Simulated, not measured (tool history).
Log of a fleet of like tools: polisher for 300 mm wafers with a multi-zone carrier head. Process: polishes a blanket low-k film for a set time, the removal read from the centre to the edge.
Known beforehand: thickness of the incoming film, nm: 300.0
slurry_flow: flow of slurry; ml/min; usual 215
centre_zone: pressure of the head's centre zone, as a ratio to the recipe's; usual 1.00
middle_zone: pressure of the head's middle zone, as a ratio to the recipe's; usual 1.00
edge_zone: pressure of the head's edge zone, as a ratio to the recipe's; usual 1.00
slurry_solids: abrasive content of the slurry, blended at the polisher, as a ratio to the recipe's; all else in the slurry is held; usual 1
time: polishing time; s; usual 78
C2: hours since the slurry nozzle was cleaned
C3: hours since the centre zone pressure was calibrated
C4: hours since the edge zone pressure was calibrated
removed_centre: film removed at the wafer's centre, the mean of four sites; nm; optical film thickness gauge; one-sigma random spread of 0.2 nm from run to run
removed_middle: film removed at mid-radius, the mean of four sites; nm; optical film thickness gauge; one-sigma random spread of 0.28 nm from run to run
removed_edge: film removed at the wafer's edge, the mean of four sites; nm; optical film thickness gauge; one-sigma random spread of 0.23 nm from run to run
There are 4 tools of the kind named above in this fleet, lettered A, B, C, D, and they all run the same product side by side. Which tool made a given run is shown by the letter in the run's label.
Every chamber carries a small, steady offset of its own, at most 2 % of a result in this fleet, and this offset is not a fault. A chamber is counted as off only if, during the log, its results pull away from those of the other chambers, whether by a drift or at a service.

{"day": 0.146, "done": "chamber B: edge zone pressure recalibrated"}
{"day": 0.396, "done": "chamber C: worn pad replaced by a new one"}
{"run": "1C", "day": 0.454, "slurry_flow": 215, "centre_zone": 1.0, "middle_zone": 1.0, "edge_zone": 1.0, "slurry_solids": 1, "time": 78, "wafers polished on this pad": 14, "C2": 273.9, "C3": 602.6, "C4": 14.0, "removed_centre": 19.388, "removed_middle": 19.653, "removed_edge": 19.534}
{"run": "2A", "day": 0.921, "slurry_flow": 215, "centre_zone": 1.0, "middle_zone": 1.0, "edge_zone": 1.0, "slurry_solids": 1, "time": 78, "wafers polished on this pad": 631, "C2": 578.7, "C3": 514.4, "C4": 55.9, "removed_centre": 19.681, "removed_middle": 19.592, "removed_edge": 19.923}
{"day": 0.983, "done": "chamber D: centre zone pressure recalibrated"}
{"run": "3B", "day": 1.329, "slurry_flow": 215, "centre_zone": 1.0, "middle_zone": 1.0, "edge_zone": 1.0, "slurry_solids": 1, "time": 78, "wafers polished on this pad": 624, "C2": 145.4, "C3": 690.6, "C4": 28.4, "removed_centre": 19.402, "removed_middle": 19.1, "removed_edge": 19.295}
{"run": "4D", "day": 1.629, "slurry_flow": 215, "centre_zone": 1.0, "middle_zone": 1.0, "edge_zone": 1.0, "slurry_solids": 1, "time": 78, "wafers polished on this pad": 848, "C2": 83.9, "C3": 15.5, "C4": 413.6, "removed_centre": 19.001, "removed_middle": 19.534, "removed_edge": 19.129}
{"day": 1.792, "done": "chamber D: worn pad replaced by a new one"}
{"run": "5D", "day": 1.992, "slurry_flow": 215, "centre_zone": 1.0, "middle_zone": 1.0, "edge_zone": 1.0, "slurry_solids": 1, "time": 78, "wafers polished on this pad": 48, "C2": 92.6, "C3": 24.2, "C4": 422.3, "removed_centre": 19.654, "removed_middle": 19.556, "removed_edge": 19.468}
{"run": "6B", "day": 2.3, "slurry_flow": 215, "centre_zone": 1.0, "middle_zone": 1.0, "edge_zone": 1.0, "slurry_solids": 1, "time": 78, "wafers polished on this pad": 856, "C2": 168.7, "C3": 713.9, "C4": 51.7, "removed_centre": 18.998, "removed_middle": 19.328, "removed_edge": 19.352}
{"run": "7A", "day": 2.762, "slurry_flow": 215, "centre_zone": 1.0, "middle_zone": 1.0, "edge_zone": 1.0, "slurry_solids": 1, "time": 78, "wafers polished on this pad": 1072, "C2": 622.9, "C3": 558.6, "C4": 100.1, "removed_centre": 20.029, "removed_middle": 19.382, "removed_edge": 19.678}
{"run": "8C", "day": 3.171, "slurry_flow": 215, "centre_zone": 1.0, "middle_zone": 1.0, "edge_zone": 1.0, "slurry_solids": 1, "time": 78, "wafers polished on this pad": 666, "C2": 339.1, "C3": 667.8, "C4": 79.2, "removed_centre": 18.856, "removed_middle": 19.562, "removed_edge": 19.382}
{"day": 3.308, "done": "chamber B: centre zone pressure recalibrated"}
{"run": "9B", "day": 3.479, "slurry_flow": 215, "centre_zone": 1.0, "middle_zone": 1.0, "edge_zone": 1.0, "slurry_solids": 1, "time": 78, "wafers polished on this pad": 1139, "C2": 197.0, "C3": 4.1, "C4": 80.0, "removed_centre": 19.228, "removed_middle": 19.011, "removed_edge": 19.238}
{"run": "10D", "day": 3.875, "slurry_flow": 215, "centre_zone": 1.0, "middle_zone": 1.0, "edge_zone": 1.0, "slurry_solids": 1, "time": 78, "wafers polished on this pad": 499, "C2": 137.8, "C3": 69.4, "C4": 467.5, "removed_centre": 19.775, "removed_middle": 19.131, "removed_edge": 19.522}
{"run": "11C", "day": 4.092, "slurry_flow": 215, "centre_zone": 1.0, "middle_zone": 1.0, "edge_zone": 1.0, "slurry_solids": 1, "time": 78, "wafers polished on this pad": 886, "C2": 361.2, "C3": 689.9, "C4": 101.3, "removed_centre": 19.398, "removed_middle": 19.076, "removed_edge": 19.356}
{"day": 4.525, "done": "chamber A: worn pad replaced by a new one"}
{"run": "12A", "day": 4.567, "slurry_flow": 215, "centre_zone": 1.0, "middle_zone": 1.0, "edge_zone": 1.0, "slurry_solids": 1, "time": 78, "wafers polished on this pad": 10, "C2": 666.2, "C3": 601.9, "C4": 143.4, "removed_centre": 19.346, "removed_middle": 19.373, "removed_edge": 19.949}
{"run": "13A", "day": 5.025, "slurry_flow": 215, "centre_zone": 1.0, "middle_zone": 1.0, "edge_zone": 1.0, "slurry_solids": 1, "time": 78, "wafers polished on this pad": 120, "C2": 677.2, "C3": 612.9, "C4": 154.4, "removed_centre": 19.787, "removed_middle": 18.98, "removed_edge": 19.993}
{"day": 5.25, "done": "chamber D: worn pad replaced by a new one"}
{"day": 5.258, "done": "chamber A: slurry nozzle cleaned"}
{"day": 5.296, "done": "chamber C: worn pad replaced by a new one"}
{"run": "14D", "day": 5.504, "slurry_flow": 215, "centre_zone": 1.0, "middle_zone": 1.0, "edge_zone": 1.11, "slurry_solids": 1, "time": 78, "wafers polished on this pad": 61, "C2": 176.9, "C3": 108.5, "C4": 506.6, "removed_centre": 19.35, "removed_middle": 19.535, "removed_edge": 20.888}
{"run": "15B", "day": 6.0, "slurry_flow": 215, "centre_zone": 1.0, "middle_zone": 1.0, "edge_zone": 1.11, "slurry_solids": 1, "time": 78, "wafers polished on this pad": 1744, "C2": 257.5, "C3": 64.6, "C4": 140.5, "removed_centre": 18.421, "removed_middle": 18.037, "removed_edge": 19.852}
{"run": "16C", "day": 6.483, "slurry_flow": 215, "centre_zone": 1.0, "middle_zone": 1.0, "edge_zone": 1.11, "slurry_solids": 1, "time": 78, "wafers polished on this pad": 285, "C2": 418.6, "C3": 747.3, "C4": 158.7, "removed_centre": 19.148, "removed_middle": 19.127, "removed_edge": 21.169}
{"run": "17C", "day": 6.796, "slurry_flow": 215, "centre_zone": 1.0, "middle_zone": 1.0, "edge_zone": 1.11, "slurry_solids": 1, "time": 78, "wafers polished on this pad": 360, "C2": 426.1, "C3": 754.8, "C4": 166.2, "removed_centre": 19.226, "removed_middle": 19.209, "removed_edge": 20.432}
{"run": "18D", "day": 7.133, "slurry_flow": 215, "centre_zone": 1.0, "middle_zone": 1.0, "edge_zone": 1.0, "slurry_solids": 1, "time": 78, "wafers polished on this pad": 451, "C2": 216.0, "C3": 147.6, "C4": 545.7, "removed_centre": 19.189, "removed_middle": 19.503, "removed_edge": 19.289}
{"run": "19B", "day": 7.375, "slurry_flow": 215, "centre_zone": 1.0, "middle_zone": 1.0, "edge_zone": 1.0, "slurry_solids": 1, "time": 78, "wafers polished on this pad": 2073, "C2": 290.5, "C3": 97.6, "C4": 173.5, "removed_centre": 17.567, "removed_middle": 18.239, "removed_edge": 17.736}
{"run": "20A", "day": 7.833, "slurry_flow": 215, "centre_zone": 1.0, "middle_zone": 1.0, "edge_zone": 1.0, "slurry_solids": 1, "time": 78, "wafers polished on this pad": 793, "C2": 61.8, "C3": 680.3, "C4": 221.8, "removed_centre": 19.597, "removed_middle": 19.299, "removed_edge": 19.919}
{"day": 7.996, "done": "chamber D: slurry nozzle cleaned"}
{"run": "21C", "day": 8.058, "slurry_flow": 215, "centre_zone": 1.0, "middle_zone": 1.0, "edge_zone": 1.0, "slurry_solids": 1, "time": 78, "wafers polished on this pad": 663, "C2": 456.4, "C3": 785.1, "C4": 196.5, "removed_centre": 19.169, "removed_middle": 18.754, "removed_edge": 19.477}
{"run": "22B", "day": 8.458, "slurry_flow": 215, "centre_zone": 1.0, "middle_zone": 1.0, "edge_zone": 1.0, "slurry_solids": 1, "time": 78, "wafers polished on this pad": 2333, "C2": 316.5, "C3": 123.6, "C4": 199.5, "removed_centre": 17.209, "removed_middle": 17.712, "removed_edge": 17.285}
{"day": 8.779, "done": "chamber D: worn pad replaced by a new one"}
{"run": "23D", "day": 8.8, "slurry_flow": 215, "centre_zone": 1.0, "middle_zone": 1.0, "edge_zone": 1.0, "slurry_solids": 1, "time": 78, "wafers polished on this pad": 5, "C2": 19.3, "C3": 187.6, "C4": 585.7, "removed_centre": 19.428, "removed_middle": 20.013, "removed_edge": 19.854}
{"run": "24A", "day": 9.288, "slurry_flow": 215, "centre_zone": 1.0, "middle_zone": 1.0, "edge_zone": 1.0, "slurry_solids": 1, "time": 78, "wafers polished on this pad": 1142, "C2": 96.7, "C3": 715.2, "C4": 256.7, "removed_centre": 19.662, "removed_middle": 19.32, "removed_edge": 20.034}
{"run": "25B", "day": 9.6, "slurry_flow": 215, "centre_zone": 1.0, "middle_zone": 1.0, "edge_zone": 1.0, "slurry_solids": 1, "time": 78, "wafers polished on this pad": 2607, "C2": 343.9, "C3": 151.0, "C4": 226.9, "removed_centre": 16.918, "removed_middle": 16.471, "removed_edge": 16.804}
{"run": "26C", "day": 9.854, "slurry_flow": 215, "centre_zone": 1.09, "middle_zone": 1.05, "edge_zone": 1.0, "slurry_solids": 1, "time": 78, "wafers polished on this pad": 1093, "C2": 499.5, "C3": 828.2, "C4": 239.6, "removed_centre": 20.987, "removed_middle": 20.202, "removed_edge": 19.232}

One chamber off, gauge drift, or nothing amiss beyond the chambers' own small offsets? If it is a chamber, which one, and what is the likeliest cause?

Chamber B drifts away from the others.
Likeliest cause: removal rate lost through wear of the pad, % = 14.2.

Here are 4 candidates for chamber B's next run, each the usual settings with a change, their results left as question marks. Which one brings its results back in line with what the others give on the usual settings?
Maximum distance from the other chambers' mean on the usual settings for a result to count as in line: removed_centre 0.700 nm; removed_middle 0.970 nm; removed_edge 0.810 nm
{"run": "27B-1", "day": 10.212, "slurry_flow": 210, "centre_zone": 1.0, "middle_zone": 1.0, "edge_zone": 0.99, "slurry_solids": 0.95, "time": 68, "removed_centre": "?", "removed_middle": "?", "removed_edge": "?"}
{"run": "27B-2", "day": 10.212, "slurry_flow": 210, "centre_zone": 1.01, "middle_zone": 0.99, "edge_zone": 0.99, "slurry_solids": 0.9, "time": 61, "removed_centre": "?", "removed_middle": "?", "removed_edge": "?"}
{"run": "27B-3", "day": 10.212, "slurry_flow": 220, "centre_zone": 1.0, "middle_zone": 1.01, "edge_zone": 1.02, "slurry_solids": 1.1, "time": 100, "removed_centre": "?", "removed_middle": "?", "removed_edge": "?"}
{"run": "27B-4", "day": 10.212, "slurry_flow": 220, "centre_zone": 1.0, "middle_zone": 1.0, "edge_zone": 1.01, "slurry_solids": 1.05, "time": 88, "removed_centre": "?", "removed_middle": "?", "removed_edge": "?"}

Mean of the other chambers on the usual settings: removed_centre 19.357 nm; removed_middle 19.359 nm; removed_edge 19.579 nm
run=27B-1 removed_centre=14.055 removed_middle=14.027 removed_edge=14.036
run=27B-2 removed_centre=12.408 removed_middle=12.140 removed_edge=12.261
run=27B-3 removed_centre=22.289 removed_middle=22.428 removed_edge=22.557
run=27B-4 removed_centre=19.206 removed_middle=19.153 removed_edge=19.339
27B-4 puts the chamber back in line with the other chambers.
